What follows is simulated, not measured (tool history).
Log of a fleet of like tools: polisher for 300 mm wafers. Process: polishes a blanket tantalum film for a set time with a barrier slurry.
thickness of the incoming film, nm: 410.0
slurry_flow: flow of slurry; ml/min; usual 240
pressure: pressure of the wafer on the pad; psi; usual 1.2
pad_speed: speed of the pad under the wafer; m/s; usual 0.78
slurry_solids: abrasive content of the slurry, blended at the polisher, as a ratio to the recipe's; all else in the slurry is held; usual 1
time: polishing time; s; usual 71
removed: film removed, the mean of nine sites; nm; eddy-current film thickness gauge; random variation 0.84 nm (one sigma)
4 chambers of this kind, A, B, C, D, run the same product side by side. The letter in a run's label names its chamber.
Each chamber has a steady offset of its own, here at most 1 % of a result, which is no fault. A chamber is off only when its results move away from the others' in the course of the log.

{"hour": 5.8, "done": "chamber D: head pressure recalibrated"}
{"run": "1D", "hour": 8.3, "slurry_flow": 240, "pressure": 1.2, "pad_speed": 0.78, "slurry_solids": 1, "time": 71, "removed": 64.008}
{"hour": 17.7, "done": "chamber C: worn pad replaced by a new one"}
{"run": "2C", "hour": 19.1, "slurry_flow": 240, "pressure": 1.2, "pad_speed": 0.78, "slurry_solids": 1, "time": 71, "removed": 63.953}
{"run": "3B", "hour": 28.2, "slurry_flow": 240, "pressure": 1.2, "pad_speed": 0.78, "slurry_solids": 1, "time": 71, "removed": 62.839}
{"hour": 32.3, "done": "chamber A: slurry nozzle cleaned"}
{"run": "4A", "hour": 36.2, "slurry_flow": 240, "pressure": 1.2, "pad_speed": 0.78, "slurry_solids": 1, "time": 71, "removed": 63.933}
{"run": "5C", "hour": 41.8, "slurry_flow": 240, "pressure": 1.2, "pad_speed": 0.78, "slurry_solids": 1, "time": 71, "removed": 64.438}
{"run": "6B", "hour": 50.2, "slurry_flow": 240, "pressure": 1.2, "pad_speed": 0.78, "slurry_solids": 1, "time": 71, "removed": 64.811}
{"hour": 53.3, "done": "chamber C: slurry blender recalibrated"}
{"run": "7D", "hour": 55.9, "slurry_flow": 240, "pressure": 1.2, "pad_speed": 0.78, "slurry_solids": 1, "time": 71, "removed": 64.922}
{"run": "8A", "hour": 66.8, "slurry_flow": 200, "pressure": 1.2, "pad_speed": 0.78, "slurry_solids": 1, "time": 47, "removed": 40.555}
{"hour": 75.3, "done": "chamber B: worn pad replaced by a new one"}
{"run": "9B", "hour": 76.7, "slurry_flow": 200, "pressure": 1.2, "pad_speed": 0.78, "slurry_solids": 1, "time": 47, "removed": 41.73}
{"run": "10A", "hour": 84.7, "slurry_flow": 200, "pressure": 1.2, "pad_speed": 0.78, "slurry_solids": 1, "time": 47, "removed": 41.603}
{"hour": 90.7, "done": "chamber D: worn pad replaced by a new one"}
{"run": "11D", "hour": 92.6, "slurry_flow": 200, "pressure": 1.2, "pad_speed": 0.78, "slurry_solids": 1, "time": 47, "removed": 42.019}
{"run": "12C", "hour": 102.7, "slurry_flow": 240, "pressure": 1.2, "pad_speed": 0.78, "slurry_solids": 1, "time": 71, "removed": 64.807}
{"hour": 103.3, "done": "chamber B: slurry blender recalibrated"}
{"hour": 110.9, "done": "chamber D: slurry nozzle cleaned"}
{"run": "13C", "hour": 114.6, "slurry_flow": 240, "pressure": 1.2, "pad_speed": 0.78, "slurry_solids": 1, "time": 71, "removed": 62.479}
{"run": "14A", "hour": 121.3, "slurry_flow": 240, "pressure": 1.2, "pad_speed": 0.78, "slurry_solids": 1, "time": 71, "removed": 62.851}
{"hour": 127.3, "done": "chamber C: worn pad replaced by a new one"}
{"run": "15D", "hour": 130.0, "slurry_flow": 315, "pressure": 1.2, "pad_speed": 0.78, "slurry_solids": 0.85, "time": 71, "removed": 62.02}
{"run": "16B", "hour": 136.5, "slurry_flow": 315, "pressure": 1.2, "pad_speed": 0.78, "slurry_solids": 0.85, "time": 71, "removed": 63.927}
{"run": "17C", "hour": 146.0, "slurry_flow": 315, "pressure": 1.2, "pad_speed": 0.78, "slurry_solids": 0.85, "time": 71, "removed": 62.069}
{"hour": 148.5, "done": "chamber B: slurry nozzle cleaned"}
{"run": "18D", "hour": 156.9, "slurry_flow": 315, "pressure": 1.2, "pad_speed": 0.78, "slurry_solids": 0.85, "time": 71, "removed": 60.525}
{"hour": 161.0, "done": "chamber C: slurry blender recalibrated"}
{"run": "19A", "hour": 164.5, "slurry_flow": 240, "pressure": 1.2, "pad_speed": 0.78, "slurry_solids": 1, "time": 71, "removed": 63.763}
{"run": "20B", "hour": 169.7, "slurry_flow": 240, "pressure": 1.2, "pad_speed": 0.78, "slurry_solids": 1, "time": 71, "removed": 64.903}
{"hour": 173.0, "done": "chamber A: worn pad replaced by a new one"}
{"run": "21B", "hour": 181.1, "slurry_flow": 240, "pressure": 1.2, "pad_speed": 0.78, "slurry_solids": 1, "time": 71, "removed": 64.452}
{"hour": 183.0, "done": "chamber B: worn pad replaced by a new one"}
{"run": "22C", "hour": 192.3, "slurry_flow": 240, "pressure": 1.2, "pad_speed": 0.78, "slurry_solids": 1, "time": 71, "removed": 63.467}
{"run": "23D", "hour": 198.7, "slurry_flow": 240, "pressure": 1.2, "pad_speed": 0.78, "slurry_solids": 1, "time": 71, "removed": 62.325}
{"run": "24A", "hour": 207.4, "slurry_flow": 240, "pressure": 1.2, "pad_speed": 0.78, "slurry_solids": 1, "time": 71, "removed": 63.584}
{"hour": 210.3, "done": "chamber D: worn pad replaced by a new one"}
{"run": "25B", "hour": 212.9, "slurry_flow": 240, "pressure": 1.2, "pad_speed": 0.78, "slurry_solids": 1, "time": 71, "removed": 64.435}
{"hour": 216.9, "done": "chamber A: slurry blender recalibrated"}
{"run": "26D", "hour": 221.3, "slurry_flow": 195, "pressure": 1.2, "pad_speed": 0.54, "slurry_solids": 1, "time": 71, "removed": 41.28}
{"hour": 227.2, "done": "chamber C: worn pad replaced by a new one"}
{"run": "27C", "hour": 231.9, "slurry_flow": 195, "pressure": 1.2, "pad_speed": 0.54, "slurry_solids": 1, "time": 71, "removed": 42.824}
{"run": "28A", "hour": 238.2, "slurry_flow": 195, "pressure": 1.2, "pad_speed": 0.54, "slurry_solids": 1, "time": 71, "removed": 42.545}
{"run": "29C", "hour": 248.6, "slurry_flow": 195, "pressure": 1.2, "pad_speed": 0.54, "slurry_solids": 1, "time": 71, "removed": 42.008}
{"run": "30A", "hour": 256.8, "slurry_flow": 240, "pressure": 1.2, "pad_speed": 0.78, "slurry_solids": 1, "time": 71, "removed": 63.947}
{"run": "31D", "hour": 262.9, "slurry_flow": 240, "pressure": 1.2, "pad_speed": 0.78, "slurry_solids": 1, "time": 71, "removed": 59.391}
{"run": "32B", "hour": 270.9, "slurry_flow": 240, "pressure": 1.2, "pad_speed": 0.78, "slurry_solids": 1, "time": 71, "removed": 64.357}

Next, every chamber runs the same settings. What will each give?
{"run": "33A", "hour": 279.4, "slurry_flow": 200, "pressure": 1.2, "pad_speed": 0.78, "slurry_solids": 1, "time": 71, "removed": "?"}
{"run": "33B", "hour": 279.4, "slurry_flow": 200, "pressure": 1.2, "pad_speed": 0.78, "slurry_solids": 1, "time": 71, "removed": "?"}
{"run": "33C", "hour": 279.4, "slurry_flow": 200, "pressure": 1.2, "pad_speed": 0.78, "slurry_solids": 1, "time": 71, "removed": "?"}
{"run": "33D", "hour": 279.4, "slurry_flow": 200, "pressure": 1.2, "pad_speed": 0.78, "slurry_solids": 1, "time": 71, "removed": "?"}

run=33A removed=61.393
run=33B removed=63.464
run=33C removed=62.037
run=33D removed=58.147
